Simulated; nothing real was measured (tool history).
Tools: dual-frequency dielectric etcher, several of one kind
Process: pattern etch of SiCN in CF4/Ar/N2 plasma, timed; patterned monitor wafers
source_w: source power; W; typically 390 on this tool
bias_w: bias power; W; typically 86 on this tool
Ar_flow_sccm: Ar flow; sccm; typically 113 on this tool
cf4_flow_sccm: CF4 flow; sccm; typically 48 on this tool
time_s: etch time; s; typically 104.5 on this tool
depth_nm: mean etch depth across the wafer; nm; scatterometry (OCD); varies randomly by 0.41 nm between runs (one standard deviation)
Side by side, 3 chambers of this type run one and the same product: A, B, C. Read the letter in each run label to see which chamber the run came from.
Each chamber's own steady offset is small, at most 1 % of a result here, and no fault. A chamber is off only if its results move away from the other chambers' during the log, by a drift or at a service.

| run | hour | source_w | bias_w | Ar_flow_sccm | cf4_flow_sccm | time_s | hours since the last wet clean | hours since the last source power generator calibration | hours since the last bias power generator calibration | hours since the last Ar flow controller change | hours since the last CF4 flow controller change | read-back reference wafer on the same gauge, depth_nm | depth_nm |
|---|---|---|---|---|---|---|---|---|---|---|---|---|---|
|  | 7.2 | chamber C: wet clean of the chamber |
| 1C | 8.6 | 390 | 86 | 113 | 48 | 104.5 | 1.4 | 580.1 | 1800.9 | 2478.3 | 1576.4 | 77.894 | 78.276 |
| 2B | 24.2 | 390 | 86 | 113 | 48 | 104.5 | 171.3 | 1697.9 | 2617.8 | 1023.5 | 1486.9 | 77.804 | 78.532 |
| 3A | 35.7 | 390 | 86 | 113 | 48 | 104.5 | 489.9 | 3264.4 | 813.4 | 4173.2 | 1270.7 | 77.873 | 78.628 |
| 4C | 45.9 | 390 | 86 | 113 | 48 | 104.5 | 38.7 | 617.4 | 1838.2 | 2515.6 | 1613.7 | 77.808 | 78.999 |
| 5A | 53.8 | 390 | 86 | 113 | 48 | 104.5 | 508 | 3282.5 | 831.5 | 4191.3 | 1288.8 | 77.706 | 78.533 |
| 6B | 64 | 390 | 86 | 113 | 48 | 104.5 | 211.1 | 1737.7 | 2657.6 | 1063.3 | 1526.7 | 77.754 | 79.311 |
| 7A | 79.2 | 390 | 86 | 113 | 48 | 104.5 | 533.4 | 3307.9 | 856.9 | 4216.7 | 1314.2 | 77.787 | 78.426 |
| 8C | 90.6 | 390 | 86 | 113 | 48 | 104.5 | 83.4 | 662.1 | 1882.9 | 2560.3 | 1658.4 | 77.75 | 78.259 |
| 9B | 103.4 | 390 | 86 | 113 | 48 | 104.5 | 250.5 | 1777.1 | 2697 | 1102.7 | 1566.1 | 77.792 | 79.442 |
| 10C | 114.4 | 390 | 86 | 113 | 48 | 104.5 | 107.2 | 685.9 | 1906.7 | 2584.1 | 1682.2 | 77.715 | 77.799 |
|  | 129.3 | chamber A: wet clean of the chamber |
| 11B | 130.5 | 390 | 86 | 113 | 48 | 104.5 | 277.6 | 1804.2 | 2724.1 | 1129.8 | 1593.2 | 77.898 | 79.461 |
| 12A | 139.1 | 390 | 86 | 113 | 48 | 104.5 | 9.8 | 3367.8 | 916.8 | 4276.6 | 1374.1 | 77.74 | 78.516 |
| 13A | 150.6 | 390 | 86 | 113 | 48 | 104.5 | 21.3 | 3379.3 | 928.3 | 4288.1 | 1385.6 | 77.74 | 77.967 |
| 14C | 164.7 | 390 | 86 | 113 | 48 | 104.5 | 157.5 | 736.2 | 1957 | 2634.4 | 1732.5 | 77.812 | 78.27 |
| 15B | 173.1 | 390 | 86 | 113 | 48 | 104.5 | 320.2 | 1846.8 | 2766.7 | 1172.4 | 1635.8 | 77.738 | 79.34 |
| 16A | 182.7 | 390 | 77 | 113 | 41 | 104.5 | 53.4 | 3411.4 | 960.4 | 4320.2 | 1417.7 | 77.828 | 73.439 |
|  | 183.8 | chamber B: wet clean of the chamber |
| 17B | 195.5 | 390 | 77 | 113 | 41 | 104.5 | 11.8 | 1869.2 | 2789.1 | 1194.8 | 1658.2 | 77.821 | 74.485 |
| 18C | 210.7 | 390 | 77 | 113 | 41 | 104.5 | 203.5 | 782.2 | 2003 | 2680.4 | 1778.5 | 77.833 | 73.003 |
| 19A | 219.8 | 390 | 86 | 113 | 48 | 104.5 | 90.5 | 3448.5 | 997.5 | 4357.3 | 1454.8 | 77.872 | 78.149 |
| 20C | 233.8 | 390 | 86 | 113 | 48 | 104.5 | 226.6 | 805.3 | 2026.1 | 2703.5 | 1801.6 | 77.819 | 78.441 |
| 21B | 244.8 | 390 | 86 | 91 | 48 | 104.5 | 61.1 | 1918.5 | 2838.4 | 1244.1 | 1707.5 | 77.805 | 82.16 |
| 22A | 257 | 390 | 86 | 91 | 48 | 104.5 | 127.7 | 3485.7 | 1034.7 | 4394.5 | 1492 | 77.674 | 81.65 |
| 23B | 271 | 390 | 86 | 91 | 48 | 104.5 | 87.3 | 1944.7 | 2864.6 | 1270.3 | 1733.7 | 77.879 | 81.986 |
| 24C | 281.8 | 390 | 86 | 113 | 48 | 104.5 | 274.6 | 853.3 | 2074.1 | 2751.5 | 1849.6 | 77.877 | 78.854 |
| 25B | 295 | 390 | 86 | 113 | 48 | 104.5 | 111.3 | 1968.7 | 2888.6 | 1294.3 | 1757.7 | 77.834 | 79.249 |
| 26C | 304.6 | 390 | 86 | 113 | 48 | 104.5 | 297.4 | 876.1 | 2096.9 | 2774.3 | 1872.4 | 77.822 | 78.571 |
| 27A | 315 | 390 | 86 | 113 | 48 | 104.5 | 185.7 | 3543.7 | 1092.7 | 4452.5 | 1550 | 77.7 | 78.955 |
| 28C | 327.9 | 390 | 86 | 113 | 48 | 104.5 | 320.7 | 899.4 | 2120.2 | 2797.6 | 1895.7 | 77.762 | 77.976 |

The same settings go to every chamber for the next run, one line per chamber below. Forecast the results for each:
| 29A | 339.5 | 390 | 100 | 113 | 48 | 104.5 |  |  |  |  |  |  | ? |
| 29B | 339.5 | 390 | 100 | 113 | 48 | 104.5 |  |  |  |  |  |  | ? |
| 29C | 339.5 | 390 | 100 | 113 | 48 | 104.5 |  |  |  |  |  |  | ? |

| run | depth_nm |
|---|---|
| 29A | 83.506 |
| 29B | 84.495 |
| 29C | 82.731 |
